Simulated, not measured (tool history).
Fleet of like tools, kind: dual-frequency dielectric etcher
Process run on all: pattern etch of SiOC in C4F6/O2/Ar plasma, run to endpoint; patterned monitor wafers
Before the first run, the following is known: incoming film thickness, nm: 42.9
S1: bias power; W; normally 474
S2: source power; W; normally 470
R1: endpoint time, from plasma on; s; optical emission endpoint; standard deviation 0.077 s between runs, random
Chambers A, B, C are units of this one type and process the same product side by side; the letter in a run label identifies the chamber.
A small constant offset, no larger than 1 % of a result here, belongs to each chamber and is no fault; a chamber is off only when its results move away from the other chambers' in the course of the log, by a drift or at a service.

| run | hour | S1 | S2 | R1 |
|---|---|---|---|---|
| 1A | 4.8 | 474 | 470 | 13.943 |
| 2B | 10.4 | 474 | 470 | 13.938 |
| 3C | 13.7 | 474 | 470 | 13.769 |
| 4B | 16.8 | 474 | 470 | 13.967 |
|  | 17.2 | chamber A: wet clean of the chamber |
| 5A | 20.3 | 474 | 470 | 13.888 |
| 6C | 23.5 | 474 | 470 | 13.849 |
| 7C | 28.1 | 474 | 470 | 13.848 |
| 8B | 34.2 | 474 | 470 | 13.946 |
| 9A | 38.7 | 474 | 470 | 13.997 |
| 10C | 43.9 | 474 | 470 | 13.757 |
| 11A | 51 | 474 | 470 | 13.948 |
| 12B | 57.4 | 474 | 470 | 14.009 |
| 13A | 60.5 | 474 | 470 | 13.947 |
|  | 60.7 | chamber B: bias power generator calibrated |
| 14C | 64.5 | 474 | 470 | 13.746 |
| 15B | 71 | 474 | 470 | 13.946 |
| 16A | 74.6 | 474 | 470 | 13.9 |
| 17C | 80.2 | 474 | 470 | 13.769 |
| 18B | 85.6 | 434 | 470 | 14.409 |
|  | 86.6 | chamber B: source power generator calibrated |
| 19A | 90.6 | 434 | 470 | 14.255 |
| 20C | 95.9 | 434 | 470 | 14.396 |
| 21B | 102.4 | 474 | 470 | 14.041 |
| 22C | 107 | 532 | 380 | 14.345 |
| 23A | 111 | 532 | 380 | 14.558 |
| 24B | 115.6 | 532 | 380 | 14.423 |
| 25A | 120.7 | 474 | 470 | 13.97 |
| 26C | 127 | 567 | 530 | 12.377 |
| 27B | 134.1 | 567 | 530 | 12.379 |
| 28B | 138.5 | 567 | 530 | 12.54 |
| 29A | 143 | 474 | 470 | 13.92 |
| 30C | 148.2 | 474 | 470 | 13.714 |
| 31A | 154.8 | 474 | 470 | 13.903 |
| 32B | 159.4 | 474 | 470 | 13.976 |
| 33C | 163.6 | 474 | 470 | 13.819 |
| 34A | 168.4 | 368 | 410 | 16.046 |
| 35B | 172.6 | 368 | 410 | 16.11 |
| 36C | 178.8 | 368 | 410 | 15.908 |
| 37A | 185.7 | 474 | 470 | 13.989 |
| 38B | 190.3 | 474 | 470 | 13.897 |
| 39C | 194.8 | 474 | 470 | 14.049 |

All chambers now run identical settings, listed one chamber a line with results as question marks. What results will each chamber show?
| 40A | 199.9 | 474 | 470 | ? |
| 40B | 199.9 | 474 | 470 | ? |
| 40C | 199.9 | 474 | 470 | ? |

| run | R1 |
|---|---|
| 40A | 13.825 |
| 40B | 14.076 |
| 40C | 13.844 |

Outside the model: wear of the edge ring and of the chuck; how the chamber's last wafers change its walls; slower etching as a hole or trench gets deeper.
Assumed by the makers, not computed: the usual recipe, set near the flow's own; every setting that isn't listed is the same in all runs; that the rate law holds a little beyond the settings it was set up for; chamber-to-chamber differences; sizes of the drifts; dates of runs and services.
